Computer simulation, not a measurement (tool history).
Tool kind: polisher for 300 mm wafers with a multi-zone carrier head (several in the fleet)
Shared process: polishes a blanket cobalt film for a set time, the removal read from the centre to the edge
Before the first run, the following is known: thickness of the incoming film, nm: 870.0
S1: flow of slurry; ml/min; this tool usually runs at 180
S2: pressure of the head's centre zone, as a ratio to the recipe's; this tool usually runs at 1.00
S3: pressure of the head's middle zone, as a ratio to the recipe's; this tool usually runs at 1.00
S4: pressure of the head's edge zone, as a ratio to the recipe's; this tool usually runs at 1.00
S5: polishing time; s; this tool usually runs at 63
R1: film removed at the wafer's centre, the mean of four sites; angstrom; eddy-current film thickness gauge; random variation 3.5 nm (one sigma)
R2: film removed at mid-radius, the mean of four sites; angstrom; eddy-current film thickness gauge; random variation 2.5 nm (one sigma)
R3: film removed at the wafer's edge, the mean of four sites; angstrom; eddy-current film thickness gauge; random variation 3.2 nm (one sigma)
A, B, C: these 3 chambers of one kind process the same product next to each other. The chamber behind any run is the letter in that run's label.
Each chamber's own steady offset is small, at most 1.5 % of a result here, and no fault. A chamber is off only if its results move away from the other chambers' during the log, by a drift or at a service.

At day 0.071: chamber C: worn pad replaced by a new one.
Run 1C, day 0.358: usual settings. Result: R1 2817.3 angstrom, R2 2849.1 angstrom, R3 2813.3 angstrom.
Run 2A, day 0.746: usual settings. Result: R1 2780.5 angstrom, R2 2815.4 angstrom, R3 2837.8 angstrom.
At day 1.179: chamber B: worn pad replaced by a new one.
Run 3B, day 1.188: usual settings. Result: R1 2762.3 angstrom, R2 2749.0 angstrom, R3 2862.0 angstrom.
Run 4C, day 1.471: usual settings. Result: R1 2812.2 angstrom, R2 2811.6 angstrom, R3 2872.8 angstrom.
Run 5A, day 1.804: usual settings but S1 215 ml/min, S2 1.10. Result: R1 3183.1 angstrom, R2 2921.7 angstrom, R3 2896.0 angstrom.
Run 6B, day 2.221: usual settings but S1 215 ml/min, S2 1.10. Result: R1 3211.6 angstrom, R2 2852.5 angstrom, R3 2920.8 angstrom.
Run 7C, day 2.588: usual settings but S1 215 ml/min, S2 1.10. Result: R1 3204.9 angstrom, R2 2904.2 angstrom, R3 2856.4 angstrom.
At day 2.767: chamber A: worn pad replaced by a new one.
Run 8A, day 3.058: usual settings but S1 200 ml/min, S4 0.90. Result: R1 2826.6 angstrom, R2 2904.5 angstrom, R3 2720.2 angstrom.
Run 9B, day 3.558: usual settings but S1 200 ml/min, S4 0.90. Result: R1 2968.0 angstrom, R2 2824.7 angstrom, R3 2733.5 angstrom.
At day 3.854: chamber C: worn pad replaced by a new one.
At day 3.925: chamber B: worn pad replaced by a new one.
Run 10A, day 4.008: usual settings but S1 200 ml/min, S4 0.90. Result: R1 2801.8 angstrom, R2 2848.6 angstrom, R3 2670.0 angstrom.
Run 11B, day 4.288: usual settings. Result: R1 2821.2 angstrom, R2 2785.3 angstrom, R3 2814.0 angstrom.
At day 4.396: chamber B: slurry nozzle cleaned.
Run 12C, day 4.779: usual settings. Result: R1 2845.4 angstrom, R2 2791.7 angstrom, R3 2866.7 angstrom.
Run 13C, day 5.138: usual settings. Result: R1 2796.5 angstrom, R2 2853.9 angstrom, R3 2773.6 angstrom.
Run 14B, day 5.362: usual settings but S3 1.11, S4 0.94. Result: R1 2936.2 angstrom, R2 3102.9 angstrom, R3 2752.1 angstrom.
Run 15A, day 5.683: usual settings but S3 1.11, S4 0.94. Result: R1 2844.0 angstrom, R2 3135.5 angstrom, R3 2760.7 angstrom.
Run 16C, day 5.904: usual settings but S3 1.11, S4 0.94. Result: R1 2868.5 angstrom, R2 3089.6 angstrom, R3 2719.7 angstrom.
At day 6.125: chamber A: worn pad replaced by a new one.
Run 17A, day 6.246: usual settings. Result: R1 2796.0 angstrom, R2 2858.5 angstrom, R3 2832.5 angstrom.
At day 6.292: chamber A: centre zone pressure recalibrated.
At day 6.500: chamber B: worn pad replaced by a new one.
Run 18B, day 6.658: usual settings. Result: R1 2833.7 angstrom, R2 2814.8 angstrom, R3 2817.1 angstrom.
Run 19B, day 7.154: usual settings. Result: R1 2867.8 angstrom, R2 2801.7 angstrom, R3 2876.6 angstrom.
At day 7.271: chamber A: slurry nozzle cleaned.
At day 7.304: chamber C: worn pad replaced by a new one.
Run 20A, day 7.438: usual settings. Result: R1 2485.9 angstrom, R2 2820.1 angstrom, R3 2774.5 angstrom.
Run 21C, day 7.742: usual settings. Result: R1 2807.5 angstrom, R2 2781.2 angstrom, R3 2884.2 angstrom.
Run 22B, day 8.138: usual settings. Result: R1 2782.9 angstrom, R2 2792.4 angstrom, R3 2854.2 angstrom.
Run 23A, day 8.588: usual settings. Result: R1 2473.1 angstrom, R2 2855.8 angstrom, R3 2862.6 angstrom.
At day 8.892: chamber B: worn pad replaced by a new one.
Run 24C, day 9.088: usual settings. Result: R1 2774.1 angstrom, R2 2763.8 angstrom, R3 2831.2 angstrom.
At day 9.333: chamber A: worn pad replaced by a new one.
Run 25B, day 9.392: usual settings. Result: R1 2813.3 angstrom, R2 2799.0 angstrom, R3 2807.0 angstrom.
Run 26C, day 9.800: usual settings. Result: R1 2830.5 angstrom, R2 2811.7 angstrom, R3 2800.5 angstrom.
Run 27A, day 10.162: usual settings but S3 0.95. Result: R1 2519.9 angstrom, R2 2701.3 angstrom, R3 2864.2 angstrom.
At day 10.371: chamber A: edge zone pressure recalibrated.
Run 28A, day 10.454: usual settings but S3 0.95. Result: R1 2522.5 angstrom, R2 2769.0 angstrom, R3 2812.9 angstrom.

All 3 chambers run these settings next. Forecast each chamber's results:
Run 29A, day 10.812: usual settings but S2 0.92. Result: R1 ?, R2 ?, R3 ?.
Run 29B, day 10.812: usual settings but S2 0.92. Result: R1 ?, R2 ?, R3 ?.
Run 29C, day 10.812: usual settings but S2 0.92. Result: R1 ?, R2 ?, R3 ?.

run      R1      R2      R3
29A  2301.3  2830.2  2851.3
29B  2564.8  2809.6  2859.3
29C  2596.3  2855.2  2792.2
